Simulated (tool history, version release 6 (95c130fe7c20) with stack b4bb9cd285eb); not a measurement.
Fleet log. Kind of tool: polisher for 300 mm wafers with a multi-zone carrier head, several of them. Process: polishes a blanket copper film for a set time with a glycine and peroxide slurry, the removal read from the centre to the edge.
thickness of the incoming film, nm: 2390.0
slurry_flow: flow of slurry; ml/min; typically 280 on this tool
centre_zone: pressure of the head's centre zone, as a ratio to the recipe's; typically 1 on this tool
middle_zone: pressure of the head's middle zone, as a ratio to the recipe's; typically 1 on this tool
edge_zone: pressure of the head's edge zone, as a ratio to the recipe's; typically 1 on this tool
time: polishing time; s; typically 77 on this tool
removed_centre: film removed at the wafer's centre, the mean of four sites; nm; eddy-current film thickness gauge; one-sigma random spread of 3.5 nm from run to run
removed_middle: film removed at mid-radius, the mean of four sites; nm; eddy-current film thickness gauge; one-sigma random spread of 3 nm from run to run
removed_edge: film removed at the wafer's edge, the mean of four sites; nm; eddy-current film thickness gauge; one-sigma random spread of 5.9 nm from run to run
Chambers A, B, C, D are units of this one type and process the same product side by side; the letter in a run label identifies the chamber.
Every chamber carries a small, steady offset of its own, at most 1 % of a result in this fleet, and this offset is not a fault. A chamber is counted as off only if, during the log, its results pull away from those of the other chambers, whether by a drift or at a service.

| run | hour | slurry_flow | centre_zone | middle_zone | edge_zone | time | wafers polished on this pad | hours since the slurry nozzle was cleaned | hours since the centre zone pressure was calibrated | hours since the edge zone pressure was calibrated | removed_centre | removed_middle | removed_edge |
|---|---|---|---|---|---|---|---|---|---|---|---|---|---|
| 1C | 6.4 | 280 | 1 | 1 | 1 | 77 | 523 | 157 | 259.6 | 547 | 448.23 | 451.43 | 440.98 |
| 2D | 18.2 | 280 | 1 | 1 | 1 | 77 | 200 | 61.8 | 936.2 | 108.9 | 442.14 | 445.7 | 449.42 |
| 3A | 31.6 | 280 | 1 | 1 | 1 | 77 | 291 | 55.4 | 327.2 | 374.3 | 439.6 | 445.15 | 451.02 |
|  | 36.7 | chamber C: worn pad replaced by a new one |
| 4B | 43.5 | 280 | 1 | 1 | 1 | 77 | 372 | 223.4 | 504.2 | 800 | 441.97 | 445.75 | 443.9 |
| 5B | 51.9 | 280 | 1 | 1 | 1 | 77 | 444 | 231.8 | 512.6 | 808.4 | 445.79 | 440.36 | 443.48 |
| 6C | 60.2 | 280 | 1 | 1 | 1 | 77 | 201 | 210.8 | 313.4 | 600.8 | 446.93 | 453.77 | 441.32 |
|  | 61.9 | chamber A: centre zone pressure recalibrated |
| 7A | 71.3 | 280 | 1 | 1 | 1 | 77 | 631 | 95.1 | 9.5 | 414 | 437.46 | 442.86 | 452.39 |
|  | 81.1 | chamber D: worn pad replaced by a new one |
| 8D | 84.4 | 280 | 1 | 1 | 1 | 77 | 28 | 128 | 1002.4 | 175.1 | 440.72 | 445.94 | 440.6 |
|  | 92.6 | chamber B: worn pad replaced by a new one |
|  | 92.9 | chamber C: centre zone pressure recalibrated |
| 9D | 95.6 | 280 | 1 | 1 | 1 | 77 | 124 | 139.2 | 1013.6 | 186.3 | 441.12 | 439.69 | 448.67 |
|  | 99.8 | chamber D: centre zone pressure recalibrated |
| 10C | 104.7 | 280 | 1 | 1 | 1 | 77 | 583 | 255.3 | 11.9 | 645.3 | 443.73 | 446.66 | 451.55 |
|  | 111.6 | chamber A: worn pad replaced by a new one |
| 11B | 114.8 | 280 | 1 | 1 | 1 | 77 | 190 | 294.7 | 575.5 | 871.3 | 448.27 | 442.37 | 451.53 |
| 12A | 127.9 | 280 | 1 | 0.91 | 1 | 77 | 140 | 151.7 | 66.1 | 470.6 | 435.21 | 406.83 | 440.46 |
|  | 131.3 | chamber C: worn pad replaced by a new one |
| 13A | 137.2 | 280 | 1 | 0.91 | 1 | 77 | 220 | 161 | 75.4 | 479.9 | 437.2 | 407.15 | 447.69 |
|  | 139.8 | chamber C: edge zone pressure recalibrated |
| 14D | 145.3 | 280 | 1 | 0.91 | 1 | 77 | 550 | 188.9 | 45.6 | 236 | 438.55 | 407.1 | 441.69 |
| 15B | 151.6 | 280 | 1 | 0.91 | 1 | 77 | 505 | 331.5 | 612.3 | 908.1 | 444.86 | 404.7 | 440.82 |
| 16C | 161.1 | 375 | 1 | 0.94 | 1 | 77 | 255 | 311.7 | 68.3 | 21.3 | 456.99 | 432.05 | 449.01 |
|  | 168 | chamber D: worn pad replaced by a new one |
| 17D | 170.2 | 375 | 1 | 0.94 | 1 | 77 | 18 | 213.8 | 70.5 | 260.9 | 455.96 | 432.79 | 455.29 |
|  | 174.5 | chamber B: worn pad replaced by a new one |
| 18A | 178.2 | 375 | 1 | 0.94 | 1 | 77 | 571 | 202 | 116.4 | 520.9 | 456 | 431.19 | 454.28 |
| 19B | 191 | 375 | 1 | 0.94 | 1 | 77 | 141 | 370.9 | 651.7 | 947.5 | 456.07 | 432.15 | 461.8 |
| 20C | 199.2 | 280 | 1 | 1 | 1 | 77 | 581 | 349.8 | 106.4 | 59.4 | 450.56 | 445.8 | 440.98 |
|  | 210.2 | chamber C: worn pad replaced by a new one |
| 21D | 211.7 | 280 | 1 | 1 | 1 | 77 | 374 | 255.3 | 112 | 302.4 | 440.71 | 445.25 | 429.99 |
|  | 217.3 | chamber A: worn pad replaced by a new one |
| 22C | 223.3 | 280 | 1 | 1 | 1 | 77 | 113 | 373.9 | 130.5 | 83.5 | 445.74 | 447.14 | 443.32 |
| 23B | 229.9 | 280 | 1 | 1 | 1 | 77 | 474 | 409.8 | 690.6 | 986.4 | 447.7 | 444.67 | 448.46 |
| 24A | 241.9 | 280 | 1 | 1 | 1.1 | 77 | 211 | 265.7 | 180.1 | 584.6 | 440.84 | 442.47 | 463.49 |
|  | 250.5 | chamber B: worn pad replaced by a new one |
|  | 253.8 | chamber D: worn pad replaced by a new one |
| 25D | 255.3 | 280 | 1 | 1 | 1.1 | 77 | 13 | 298.9 | 155.6 | 346 | 440.6 | 438.78 | 453.52 |
| 26B | 262.4 | 280 | 1 | 1 | 1.1 | 77 | 102 | 442.3 | 723.1 | 1018.9 | 444.8 | 448.95 | 457.26 |
| 27A | 271.7 | 280 | 1 | 1 | 1.1 | 77 | 466 | 295.5 | 209.9 | 614.4 | 442.43 | 444.34 | 473.38 |
|  | 275.4 | chamber C: slurry nozzle cleaned |
| 28C | 282 | 280 | 1 | 1 | 1 | 77 | 615 | 6.7 | 189.2 | 142.2 | 444.79 | 446.67 | 450.43 |
| 29B | 294.1 | 280 | 1 | 1 | 1 | 77 | 373 | 474 | 754.8 | 1050.6 | 443.04 | 443.37 | 444.77 |
| 30A | 306.4 | 280 | 1 | 1 | 1 | 77 | 763 | 330.2 | 244.6 | 649.1 | 434.9 | 433.99 | 436.96 |

Is one chamber out of step, is the gauge drifting, or do the chambers differ by no more than their own small offsets? For an off chamber, give its letter and the likeliest cause.

Neither any chamber nor the gauge drifts; the chambers differ only by their own small, steady offsets.
